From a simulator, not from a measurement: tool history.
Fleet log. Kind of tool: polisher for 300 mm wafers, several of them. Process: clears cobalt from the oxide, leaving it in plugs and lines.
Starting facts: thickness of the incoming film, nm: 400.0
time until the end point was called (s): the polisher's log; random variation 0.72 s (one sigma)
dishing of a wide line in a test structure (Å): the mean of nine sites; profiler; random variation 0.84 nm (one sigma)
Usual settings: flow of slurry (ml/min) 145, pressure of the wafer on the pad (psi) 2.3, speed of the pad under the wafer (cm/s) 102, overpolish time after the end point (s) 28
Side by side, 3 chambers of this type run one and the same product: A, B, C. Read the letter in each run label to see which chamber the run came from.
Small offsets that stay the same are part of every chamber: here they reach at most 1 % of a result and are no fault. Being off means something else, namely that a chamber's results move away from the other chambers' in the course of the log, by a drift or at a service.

run	hour	flow of slurry (ml/min)	pressure of the wafer on the pad (psi)	speed of the pad under the wafer (cm/s)	overpolish time after the end point (s)	time until the end point was called (s)	dishing of a wide line in a test structure (Å)
# hour 3.9: chamber C: worn pad replaced by a new one
1B	7.7	145	2.3	102	28	69.691	649.51
2A	14.7	145	2.3	102	28	68.234	645.19
3C	24.5	145	2.3	102	28	69.714	666.22
4A	29.9	145	2.3	102	28	69.409	648.94
# hour 35.5: chamber B: slurry nozzle cleaned
5B	35.5	145	2.3	102	28	69.976	648.52
6C	44.8	145	2.3	102	28	69.776	661.57
# hour 50.4: chamber B: worn pad replaced by a new one
7B	52.3	145	2.3	102	28	70.837	652.73
8A	61.7	145	2.3	102	28	70.488	645.1
# hour 62.2: chamber C: worn pad replaced by a new one
9C	71.4	145	2.3	102	28	70.412	644.63
10C	77.3	145	2.3	102	28	71.856	660.76
11A	85.1	145	2.3	102	28	70.336	638.33
12B	91.6	145	2.3	102	28	69.795	656.61
13B	100.3	145	2.3	102	28	68.854	649.4
14A	106.6	145	2.3	102	28	72.848	638.88
15C	114	145	2.3	102	28	69.5	655.96
# hour 117: chamber B: worn pad replaced by a new one
# hour 122.1: chamber C: worn pad replaced by a new one
16B	122.2	145	2.3	102	28	69.48	647.65
17A	126.7	105	2.3	102	16	76.946	494.61
18C	133.6	105	2.3	102	16	74.412	499.56
19C	139	105	2.3	102	16	76.618	518.24
20A	145.4	145	2.3	102	28	70.97	633.38
21B	151.2	145	2.3	102	28	69.872	650.67
22C	159.7	145	2.3	102	28	69.904	639.38
23A	166.9	145	2.3	102	28	73.947	645.88
24B	172.4	145	2.3	102	28	69.419	665.3
# hour 173.8: chamber B: worn pad replaced by a new one
25B	180.1	145	2.3	102	28	68.907	664.41
# hour 182.5: chamber C: worn pad replaced by a new one
26C	186.5	145	2.3	102	28	71.425	657.92
27A	193.3	145	2.3	102	28	74.276	647.89
28A	200.5	145	2.3	102	28	74.255	640.74
29B	205.4	145	2.3	102	28	70.175	667.24
30C	210.2	145	2.3	102	28	69.829	663.5
31B	216.1	145	2.3	102	28	70.142	650.18
32A	225	115	2.3	102	42	78.146	693.23
33C	232.6	115	2.3	102	42	73.883	682.39
34A	240.5	115	2.3	102	42	77.895	687.45

Read the log: is a single chamber off, either drifting away or since a service, is the gauge that measures every chamber drifting, or is nothing wrong beyond small per-chamber offsets? Name any odd chamber and what most likely caused it.

One chamber, A, drifts off from the rest bit by bit.
What lies behind it: removal rate lost through wear of the pad, % = 8.42.
With only this log, it may be confused with: slurry flow missing at the pad, %; head's pressure below its setpoint, %.

Chamber A could run next with any of the 4 candidate recipes listed below; each alters the usual settings, and their results appear as question marks. Which one brings its results back in line with what the other chambers deliver on the usual settings?
In line means no further than this from the other chambers' mean on the usual settings: time until the end point was called (s) 2.5; dishing of a wide line in a test structure (Å) 29
35A-1	247.8	145	2.4	106	29	?	?
35A-2	247.8	145	2.2	98	27	?	?
35A-3	247.8	145	2.5	110	29	?	?
35A-4	247.8	145	2.1	96	27	?	?

Average result of the remaining chambers running the usual settings: time until the end point was called (s) 69.869; dishing of a wide line in a test structure (Å) 649.05
run	time until the end point was called (s)	dishing of a wide line in a test structure (Å)
35A-1	69.503	648.14
35A-2	82.07	602.41
35A-3	64.277	660.45
35A-4	87.802	587.62
35A-1 puts the chamber back in line with the other chambers.
